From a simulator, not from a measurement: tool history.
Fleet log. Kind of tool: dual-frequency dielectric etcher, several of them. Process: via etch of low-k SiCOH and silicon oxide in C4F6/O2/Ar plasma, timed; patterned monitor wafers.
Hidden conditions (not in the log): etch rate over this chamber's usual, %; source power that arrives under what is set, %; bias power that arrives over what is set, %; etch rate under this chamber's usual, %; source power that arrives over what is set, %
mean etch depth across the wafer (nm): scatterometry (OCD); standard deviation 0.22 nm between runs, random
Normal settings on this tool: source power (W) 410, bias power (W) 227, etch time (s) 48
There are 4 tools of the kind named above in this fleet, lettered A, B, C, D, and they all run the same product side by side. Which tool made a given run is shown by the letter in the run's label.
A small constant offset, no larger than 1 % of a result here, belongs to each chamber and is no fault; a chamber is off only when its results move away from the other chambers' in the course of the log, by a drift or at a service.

| run | hour | source power (W) | bias power (W) | etch time (s) | hours since the last wet clean | hours since the last source power generator calibration | hours since the last bias power generator calibration | read-back reference wafer on the same gauge, depth_nm | mean etch depth across the wafer (nm) |
|---|---|---|---|---|---|---|---|---|---|
| 1D | 3.7 | 410 | 227 | 48 | 154 | 2430.6 | 638.5 | 122.05 | 135.74 |
| 2A | 8.7 | 410 | 227 | 48 | 177 | 3443.2 | 3584.9 | 121.98 | 135.89 |
| 3B | 14.1 | 410 | 227 | 48 | 367.7 | 860.7 | 2470.8 | 122.05 | 135.42 |
| 4C | 20.2 | 410 | 227 | 48 | 206.7 | 1747.5 | 1514.2 | 122.04 | 136.4 |
| 5C | 24.3 | 410 | 227 | 48 | 210.8 | 1751.6 | 1518.3 | 122.13 | 136.72 |
| 6A | 28.9 | 380 | 227 | 38 | 197.2 | 3463.4 | 3605.1 | 122.11 | 104.36 |
| 7D | 34.5 | 380 | 227 | 38 | 184.8 | 2461.4 | 669.3 | 122.14 | 104.42 |
| 8B | 40.2 | 380 | 227 | 38 | 393.8 | 886.8 | 2496.9 | 122.14 | 104.17 |
| 9D | 43.8 | 380 | 227 | 38 | 194.1 | 2470.7 | 678.6 | 122.21 | 104.41 |
| 10B | 48.7 | 410 | 227 | 48 | 402.3 | 895.3 | 2505.4 | 122.21 | 135.65 |
| 11C | 52 | 410 | 227 | 48 | 238.5 | 1779.3 | 1546 | 122.23 | 136.58 |
| 12A | 57.6 | 410 | 227 | 48 | 225.9 | 3492.1 | 3633.8 | 122.26 | 136.51 |
| 13A | 62.4 | 410 | 227 | 48 | 230.7 | 3496.9 | 3638.6 | 122.26 | 135.52 |
| 14C | 68.3 | 410 | 227 | 48 | 254.8 | 1795.6 | 1562.3 | 122.33 | 137.07 |
| 15B | 71.4 | 410 | 227 | 48 | 425 | 918 | 2528.1 | 122.33 | 135.62 |
| 16D | 74.8 | 410 | 227 | 48 | 225.1 | 2501.7 | 709.6 | 122.29 | 135.77 |
| 17B | 80 | 410 | 227 | 48 | 433.6 | 926.6 | 2536.7 | 122.4 | 135.6 |
| 18D | 83.6 | 410 | 227 | 48 | 233.9 | 2510.5 | 718.4 | 122.38 | 135.88 |
| 19A | 86.8 | 410 | 227 | 48 | 255.1 | 3521.3 | 3663 | 122.35 | 136.45 |
| 20C | 92.3 | 410 | 227 | 48 | 278.8 | 1819.6 | 1586.3 | 122.41 | 137.17 |
| 21A | 96.4 | 410 | 227 | 48 | 264.7 | 3530.9 | 3672.6 | 122.43 | 135.59 |
| 22B | 100.8 | 410 | 227 | 48 | 454.4 | 947.4 | 2557.5 | 122.44 | 136.03 |
| 23C | 106.2 | 340 | 186 | 48 | 292.7 | 1833.5 | 1600.2 | 122.53 | 119.61 |
| 24D | 109.6 | 340 | 186 | 48 | 259.9 | 2536.5 | 744.4 | 122.5 | 118.76 |
| 25B | 115 | 340 | 186 | 48 | 468.6 | 961.6 | 2571.7 | 122.5 | 118.41 |
| 26D | 118.7 | 340 | 186 | 48 | 269 | 2545.6 | 753.5 | 122.51 | 118.74 |
| 27C | 124.5 | 410 | 227 | 48 | 311 | 1851.8 | 1618.5 | 122.59 | 137.14 |
| 28A | 129.3 | 410 | 227 | 48 | 297.6 | 3563.8 | 3705.5 | 122.55 | 136.33 |
| 29D | 132.5 | 410 | 227 | 48 | 282.8 | 2559.4 | 767.3 | 122.6 | 135.91 |
| 30A | 136.3 | 410 | 227 | 48 | 304.6 | 3570.8 | 3712.5 | 122.62 | 136.27 |
| 31B | 140.9 | 380 | 227 | 48 | 494.5 | 987.5 | 2597.6 | 122.65 | 132.14 |
| 32C | 143.6 | 380 | 227 | 48 | 330.1 | 1870.9 | 1637.6 | 122.67 | 133.37 |
| 33B | 149.6 | 380 | 227 | 48 | 503.2 | 996.2 | 2606.3 | 122.72 | 132.16 |
| 34C | 153.9 | 380 | 227 | 48 | 340.4 | 1881.2 | 1647.9 | 122.71 | 133.61 |
|  | 155.6 | chamber B: wet clean of the chamber |
| 35D | 159.8 | 410 | 227 | 48 | 310.1 | 2586.7 | 794.6 | 122.7 | 136.37 |
| 36A | 163.1 | 410 | 227 | 48 | 331.4 | 3597.6 | 3739.3 | 122.76 | 136 |
| 37D | 165.9 | 410 | 227 | 48 | 316.2 | 2592.8 | 800.7 | 122.75 | 136.33 |
| 38B | 170.9 | 410 | 227 | 48 | 15.4 | 1017.5 | 2627.6 | 122.76 | 136.32 |
| 39A | 173.6 | 410 | 227 | 48 | 341.9 | 3608.1 | 3749.8 | 122.79 | 136.37 |
| 40C | 178 | 410 | 227 | 48 | 364.5 | 1905.3 | 1672 | 122.79 | 137.31 |

Next, all 4 chambers run the settings below, one line each with question marks for the results. What does each chamber give?
| 41A | 182.4 | 410 | 227 | 39.5 |  |  |  |  | ? |
| 41B | 182.4 | 410 | 227 | 39.5 |  |  |  |  | ? |
| 41C | 182.4 | 410 | 227 | 39.5 |  |  |  |  | ? |
| 41D | 182.4 | 410 | 227 | 39.5 |  |  |  |  | ? |

| run | mean etch depth across the wafer (nm) |
|---|---|
| 41A | 112.31 |
| 41B | 112.2 |
| 41C | 113.26 |
| 41D | 112.12 |

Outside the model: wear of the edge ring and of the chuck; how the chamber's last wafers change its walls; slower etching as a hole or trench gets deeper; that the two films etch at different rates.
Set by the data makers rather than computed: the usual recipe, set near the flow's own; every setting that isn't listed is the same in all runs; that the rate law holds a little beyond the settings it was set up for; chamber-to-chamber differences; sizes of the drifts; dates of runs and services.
